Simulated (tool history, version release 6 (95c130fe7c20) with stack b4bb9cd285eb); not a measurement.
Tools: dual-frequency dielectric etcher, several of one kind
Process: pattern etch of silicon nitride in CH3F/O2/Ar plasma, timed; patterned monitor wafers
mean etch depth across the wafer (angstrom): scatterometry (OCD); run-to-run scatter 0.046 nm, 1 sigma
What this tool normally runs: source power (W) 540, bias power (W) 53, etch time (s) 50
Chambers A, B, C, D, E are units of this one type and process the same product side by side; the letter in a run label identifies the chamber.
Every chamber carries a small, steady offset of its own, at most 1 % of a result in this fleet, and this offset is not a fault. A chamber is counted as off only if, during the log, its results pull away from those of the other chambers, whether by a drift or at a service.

run   hour  source power (W)  bias power (W)  etch time (s)  hours since the last wet clean  hours since the last source power generator calibration  hours since the last bias power generator calibration  read-back reference wafer on the same gauge, depth_nm  mean etch depth across the wafer (angstrom)
 1D      3               540              53             50                           269.1                                                      999                                                  720.7                                                 31.002                                       352.39
 2B    6.5               540              53             50                             169                                                   1341.4                                                  941.9                                                 31.016                                       354.17
 3A    9.2               540              53             50                           376.6                                                      400                                                 1359.3                                                 31.009                                       356.17
      10.1  -- chamber A: wet clean of the chamber
 4E   11.9               540              53             50                           332.1                                                   2897.8                                                 2101.4                                                 31.029                                       355.79
 5C   16.3               540              53             50                           178.1                                                    386.5                                                    536                                                 31.019                                       353.21
 6C   18.5               430              53           45.5                           180.3                                                    388.7                                                  538.2                                                 31.023                                       293.32
 7E   20.7               430              53           45.5                           340.9                                                   2906.6                                                 2110.2                                                  31.03                                       295.23
 8A   23.9               430              53           45.5                            13.9                                                    414.7                                                   1374                                                 31.029                                       295.92
 9B   28.8               430              53           45.5                           191.3                                                   1363.7                                                  964.2                                                 31.025                                       295.19
10D   31.4               430              53           45.5                           297.5                                                   1027.4                                                  749.1                                                 31.042                                       294.25
11E   34.2               540              53             50                           354.4                                                   2920.1                                                 2123.7                                                 31.036                                       355.25
12C   38.8               450              53             45                           200.6                                                      409                                                  558.5                                                 31.048                                       295.52
13B   41.7               450              53             45                           204.2                                                   1376.6                                                  977.1                                                 31.056                                       297.15
14D   45.1               450              53             45                           311.2                                                   1041.1                                                  762.8                                                 31.062                                        296.7
15A   49.9               450              53             45                            39.9                                                    440.7                                                   1400                                                 31.063                                       299.31
      51.9  -- chamber E: source power generator calibrated
16A   53.1               450              53             45                            43.1                                                    443.9                                                 1403.2                                                 31.072                                       298.82
17E   56.8               420              53           43.5                             377                                                        5                                                 2146.3                                                 31.085                                       279.79
18B   60.7               420              53           43.5                           223.2                                                   1395.6                                                  996.1                                                 31.075                                       280.09
19C   64.6               420              53           43.5                           226.4                                                    434.8                                                  584.3                                                 31.078                                       279.35
20D   67.8               420              53           43.5                           333.9                                                   1063.8                                                  785.5                                                 31.081                                       280.01
21D   70.3               420              53           43.5                           336.4                                                   1066.3                                                    788                                                 31.099                                       279.19
      72.9  -- chamber E: wet clean of the chamber
22B   74.7               540              53             50                           237.2                                                   1409.6                                                 1010.1                                                 31.101                                        355.2
23A   78.4               540              53             50                            68.4                                                    469.2                                                 1428.5                                                   31.1                                       356.72
24E   82.1               540              53             50                             9.2                                                     30.3                                                 2171.6                                                 31.117                                       356.22
25C   84.4               540              64           35.5                           246.2                                                    454.6                                                  604.1                                                 31.115                                       266.27
26B   87.6               540              64           35.5                           250.1                                                   1422.5                                                   1023                                                 31.117                                       268.25
27A   91.2               540              64           35.5                            81.2                                                      482                                                 1441.3                                                 31.126                                       269.89
28E   95.3               540              64           35.5                            22.4                                                     43.5                                                 2184.8                                                 31.125                                       268.62
29C   99.5               540              64           35.5                           261.3                                                    469.7                                                  619.2                                                 31.134                                       267.18
30D  103.5               540              53             50                           369.6                                                   1099.5                                                  821.2                                                 31.146                                       355.56
31A  106.2               540              53             50                            96.2                                                      497                                                 1456.3                                                  31.15                                        358.1
32E  110.3               540              53             50                            37.4                                                     58.5                                                 2199.8                                                 31.145                                       357.85
33B  112.8               540              53             50                           275.3                                                   1447.7                                                 1048.2                                                 31.155                                        356.1
34D  116.7               540              53             50                           382.8                                                   1112.7                                                  834.4                                                 31.164                                        354.2

Decide between three cases: one chamber stands off from its peers, the gauge reading all wafers drifts, or nothing is wrong past each chamber's small offset. Where a chamber is off, say which and what most likely put it there.

Gauge drift. The chambers move together only on paper, and none stands off.
What lies behind it: gauge reads high (%) = 0.534.
